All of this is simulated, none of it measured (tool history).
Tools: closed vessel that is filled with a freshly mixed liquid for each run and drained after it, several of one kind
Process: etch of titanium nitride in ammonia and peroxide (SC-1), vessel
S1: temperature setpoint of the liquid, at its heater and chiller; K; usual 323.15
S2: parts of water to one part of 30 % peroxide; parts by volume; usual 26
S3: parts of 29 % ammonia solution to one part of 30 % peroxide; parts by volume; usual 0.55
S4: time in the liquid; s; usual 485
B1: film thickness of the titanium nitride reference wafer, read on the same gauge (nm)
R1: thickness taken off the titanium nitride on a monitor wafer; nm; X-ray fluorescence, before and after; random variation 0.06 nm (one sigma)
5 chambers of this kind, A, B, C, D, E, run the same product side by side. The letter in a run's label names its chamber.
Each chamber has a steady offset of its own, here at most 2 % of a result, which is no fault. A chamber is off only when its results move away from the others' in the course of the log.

| run | day | S1 | S2 | S3 | S4 | B1 | R1 |
|---|---|---|---|---|---|---|---|
| 1A | 0.292 | 323.15 | 26 | 0.55 | 485 | 59.987 | 12.547 |
| 2D | 0.9 | 323.15 | 26 | 0.55 | 485 | 59.973 | 12.599 |
| 3B | 1.412 | 323.15 | 26 | 0.55 | 485 | 60.023 | 12.595 |
| 4C | 1.767 | 323.15 | 26 | 0.55 | 485 | 60.025 | 12.573 |
|  | 2.167 | chamber D: new drum of ammonia solution connected |
| 5E | 2.258 | 323.15 | 26 | 0.55 | 485 | 59.959 | 12.614 |
| 6A | 2.912 | 320.15 | 17 | 0.55 | 485 | 59.995 | 12.966 |
|  | 3.125 | chamber D: thermometer replaced |
| 7E | 3.388 | 320.15 | 17 | 0.55 | 485 | 59.999 | 12.887 |
| 8C | 3.683 | 320.15 | 17 | 0.55 | 485 | 59.98 | 12.79 |
|  | 4.025 | chamber B: ammonia flow meter replaced |
| 9D | 4.15 | 320.15 | 17 | 0.55 | 485 | 60.009 | 13.059 |
| 10B | 4.471 | 320.15 | 17 | 0.55 | 485 | 59.985 | 12.91 |
| 11C | 4.954 | 323.15 | 26 | 0.55 | 485 | 59.993 | 12.435 |
| 12A | 5.55 | 323.15 | 31.5 | 0.55 | 485 | 59.954 | 11.179 |
| 13B | 6.104 | 323.15 | 31.5 | 0.55 | 485 | 60.003 | 11.297 |
| 14D | 6.65 | 323.15 | 31.5 | 0.55 | 485 | 60.011 | 11.248 |
| 15E | 6.954 | 323.15 | 31.5 | 0.55 | 485 | 59.995 | 11.217 |
| 16B | 7.521 | 323.15 | 31.5 | 0.55 | 485 | 60 | 11.216 |
| 17C | 7.817 | 323.15 | 26 | 0.55 | 485 | 60.005 | 12.664 |
| 18D | 8.208 | 323.15 | 26 | 0.55 | 485 | 59.977 | 12.775 |
|  | 8.554 | chamber A: new drum of ammonia solution connected |
| 19E | 8.742 | 323.15 | 26 | 0.55 | 485 | 60.041 | 12.467 |
|  | 9 | chamber C: new drum of ammonia solution connected |
| 20A | 9.162 | 323.15 | 26 | 0.55 | 485 | 59.984 | 12.443 |
| 21D | 9.575 | 323.15 | 26 | 0.55 | 485 | 60.015 | 12.646 |
| 22C | 10.033 | 323.15 | 26 | 0.55 | 485 | 59.996 | 12.889 |
| 23B | 10.512 | 323.15 | 26 | 0.55 | 485 | 59.981 | 12.48 |
| 24A | 10.942 | 323.15 | 26 | 0.55 | 485 | 60.004 | 12.613 |
| 25E | 11.529 | 323.15 | 26 | 0.55 | 485 | 60.02 | 12.545 |
| 26A | 11.888 | 323.15 | 26 | 0.7 | 485 | 59.973 | 12.925 |
| 27E | 12.558 | 323.15 | 26 | 0.7 | 485 | 60.008 | 13.113 |
| 28B | 12.854 | 323.15 | 26 | 0.7 | 485 | 60.01 | 13.199 |
| 29D | 13.192 | 323.15 | 26 | 0.7 | 485 | 59.964 | 13.214 |
| 30C | 13.6 | 323.15 | 26 | 0.7 | 485 | 60.009 | 13.655 |
| 31C | 14.079 | 315.65 | 26 | 0.4 | 485 | 60.008 | 7.2331 |

All 5 chambers run these settings next. Forecast each chamber's results:
| 32A | 14.562 | 323.15 | 26 | 0.55 | 485 |  | ? |
| 32B | 14.562 | 323.15 | 26 | 0.55 | 485 |  | ? |
| 32C | 14.562 | 323.15 | 26 | 0.55 | 485 |  | ? |
| 32D | 14.562 | 323.15 | 26 | 0.55 | 485 |  | ? |
| 32E | 14.562 | 323.15 | 26 | 0.55 | 485 |  | ? |

| run | R1 |
|---|---|
| 32A | 12.417 |
| 32B | 12.541 |
| 32C | 13.031 |
| 32D | 12.709 |
| 32E | 12.512 |
